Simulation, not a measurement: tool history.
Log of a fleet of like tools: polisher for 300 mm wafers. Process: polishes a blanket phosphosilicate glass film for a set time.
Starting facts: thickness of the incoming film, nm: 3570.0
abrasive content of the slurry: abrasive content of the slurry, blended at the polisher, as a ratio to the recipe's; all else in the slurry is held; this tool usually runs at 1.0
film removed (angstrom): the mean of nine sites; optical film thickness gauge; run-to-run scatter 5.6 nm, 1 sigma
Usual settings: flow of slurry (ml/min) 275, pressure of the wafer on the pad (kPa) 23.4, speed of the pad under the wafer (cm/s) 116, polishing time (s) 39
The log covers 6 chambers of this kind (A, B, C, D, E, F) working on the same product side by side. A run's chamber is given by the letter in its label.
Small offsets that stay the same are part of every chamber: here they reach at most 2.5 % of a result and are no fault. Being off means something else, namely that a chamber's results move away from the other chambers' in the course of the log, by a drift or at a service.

| run | day | flow of slurry (ml/min) | pressure of the wafer on the pad (kPa) | speed of the pad under the wafer (cm/s) | abrasive content of the slurry | polishing time (s) | film removed (angstrom) |
|---|---|---|---|---|---|---|---|
| 1E | 0.167 | 275 | 23.4 | 116 | 1.0 | 39 | 4871.4 |
| 2C | 0.392 | 275 | 23.4 | 116 | 1.0 | 39 | 4750.4 |
| 3F | 0.538 | 275 | 23.4 | 116 | 1.0 | 39 | 4702.4 |
|  | 0.750 | chamber B: worn pad replaced by a new one |
|  | 0.829 | chamber D: slurry blender recalibrated |
| 4B | 0.854 | 275 | 23.4 | 116 | 1.0 | 39 | 4781.8 |
| 5A | 1.104 | 275 | 23.4 | 116 | 1.0 | 39 | 4765.1 |
| 6D | 1.396 | 275 | 23.4 | 116 | 1.0 | 39 | 4704.7 |
|  | 1.421 | chamber C: head pressure recalibrated |
|  | 1.496 | chamber A: worn pad replaced by a new one |
|  | 1.529 | chamber E: worn pad replaced by a new one |
|  | 1.538 | chamber D: worn pad replaced by a new one |
| 7E | 1.633 | 275 | 23.4 | 116 | 1.0 | 39 | 4834.8 |
|  | 1.775 | chamber F: worn pad replaced by a new one |
|  | 1.792 | chamber B: slurry nozzle cleaned |
| 8C | 1.808 | 275 | 23.4 | 116 | 1.0 | 39 | 4789.7 |
|  | 1.838 | chamber F: slurry blender recalibrated |
| 9B | 2.029 | 275 | 23.4 | 116 | 1.0 | 39 | 4760.0 |
|  | 2.158 | chamber C: worn pad replaced by a new one |
|  | 2.208 | chamber B: worn pad replaced by a new one |
| 10F | 2.296 | 275 | 23.4 | 116 | 1.0 | 39 | 4760.4 |
| 11D | 2.454 | 275 | 23.4 | 116 | 1.0 | 39 | 4835.2 |
| 12A | 2.788 | 275 | 23.4 | 116 | 1.0 | 39 | 4679.4 |
| 13A | 2.950 | 275 | 23.4 | 116 | 1.0 | 39 | 4766.9 |
| 14D | 3.104 | 275 | 23.4 | 116 | 1.0 | 39 | 4711.6 |
| 15E | 3.421 | 275 | 23.4 | 116 | 1.0 | 39 | 4667.3 |
|  | 3.642 | chamber B: worn pad replaced by a new one |
| 16F | 3.658 | 275 | 23.4 | 116 | 1.0 | 39 | 4641.1 |
| 17C | 3.938 | 275 | 23.4 | 148 | 0.9 | 39 | 5453.9 |
|  | 3.954 | chamber D: worn pad replaced by a new one |
|  | 3.992 | chamber B: slurry blender recalibrated |
|  | 3.996 | chamber F: worn pad replaced by a new one |
| 18B | 4.117 | 275 | 23.4 | 148 | 0.9 | 39 | 5510.7 |
|  | 4.196 | chamber A: worn pad replaced by a new one |
| 19E | 4.308 | 275 | 23.4 | 148 | 0.9 | 39 | 5259.9 |
| 20A | 4.483 | 275 | 23.4 | 148 | 0.9 | 39 | 5519.6 |
|  | 4.617 | chamber E: worn pad replaced by a new one |
| 21D | 4.742 | 275 | 23.4 | 148 | 0.9 | 39 | 5361.9 |
| 22C | 4.950 | 275 | 23.4 | 148 | 0.9 | 39 | 5721.2 |
|  | 4.954 | chamber C: slurry blender recalibrated |
|  | 5.029 | chamber B: conditioning disc replaced and pad reconditioned |
|  | 5.108 | chamber C: worn pad replaced by a new one |
| 23F | 5.167 | 275 | 23.4 | 116 | 1.0 | 39 | 4647.7 |
|  | 5.321 | chamber D: slurry blender recalibrated |
|  | 5.375 | chamber D: conditioning disc replaced and pad reconditioned |
| 24B | 5.379 | 275 | 15.9 | 100 | 1.0 | 39 | 2885.4 |
|  | 5.554 | chamber B: worn pad replaced by a new one |
| 25D | 5.604 | 275 | 15.9 | 100 | 1.0 | 39 | 2850.1 |
|  | 5.750 | chamber E: conditioning disc replaced and pad reconditioned |
| 26A | 5.783 | 275 | 15.9 | 100 | 1.0 | 39 | 2849.1 |
| 27F | 5.971 | 275 | 15.9 | 100 | 1.0 | 39 | 2868.2 |
|  | 5.996 | chamber F: conditioning disc replaced and pad reconditioned |
| 28B | 6.175 | 275 | 15.9 | 100 | 1.0 | 39 | 2877.5 |
| 29E | 6.346 | 275 | 15.9 | 100 | 1.0 | 39 | 2717.9 |
|  | 6.375 | chamber D: worn pad replaced by a new one |
| 30C | 6.608 | 275 | 23.4 | 116 | 1.0 | 39 | 4745.6 |
|  | 6.896 | chamber F: worn pad replaced by a new one |
| 31D | 6.942 | 275 | 23.4 | 116 | 1.0 | 39 | 4634.0 |
|  | 7.029 | chamber A: slurry blender recalibrated |
| 32C | 7.221 | 275 | 23.4 | 116 | 1.0 | 39 | 4854.3 |
|  | 7.246 | chamber A: worn pad replaced by a new one |
| 33E | 7.379 | 275 | 23.4 | 116 | 1.0 | 39 | 4444.2 |
|  | 7.450 | chamber B: worn pad replaced by a new one |
|  | 7.588 | chamber A: head pressure recalibrated |
| 34A | 7.654 | 275 | 23.4 | 140 | 1.0 | 51 | 7345.2 |
| 35F | 7.938 | 275 | 23.4 | 140 | 1.0 | 51 | 7076.7 |
| 36B | 8.117 | 275 | 23.4 | 140 | 1.0 | 51 | 7347.3 |
| 37B | 8.412 | 275 | 23.4 | 140 | 1.0 | 51 | 7319.5 |

What goes on in this fleet: one chamber off, a drifting gauge, or nothing beyond the chambers' own small offsets? Name the chamber and the cause, if any.

It is chamber E that slowly wanders off from its peers.
Likeliest cause: abrasive missing from the slurry, % = 20.3.
From this log alone, it may not be told apart from: head's pressure below its setpoint, %.

Below are 4 candidate recipes for chamber E's next run, each the usual settings with a change, their results shown as question marks. Which of them brings E's results back in line with what the other chambers give on the usual settings?
Allowed miss from the other chambers' usual-settings mean, per result, to count as in line: film removed (angstrom) 190.0
| 38E-1 | 8.654 | 275 | 22.1 | 110 | 1.0 | 36 | ? |
| 38E-2 | 8.654 | 280 | 23.4 | 126 | 1.0 | 43 | ? |
| 38E-3 | 8.654 | 275 | 22.8 | 112 | 1.0 | 37 | ? |
| 38E-4 | 8.654 | 275 | 23.4 | 116 | 1.2 | 39 | ? |

Average result of the remaining chambers running the usual settings: film removed (angstrom) 4764.5
| run | film removed (angstrom) |
|---|---|
| 38E-1 | 3583.9 |
| 38E-2 | 5080.6 |
| 38E-3 | 3854.2 |
| 38E-4 | 4711.9 |
With 38E-4, the chamber falls back in line with the rest.
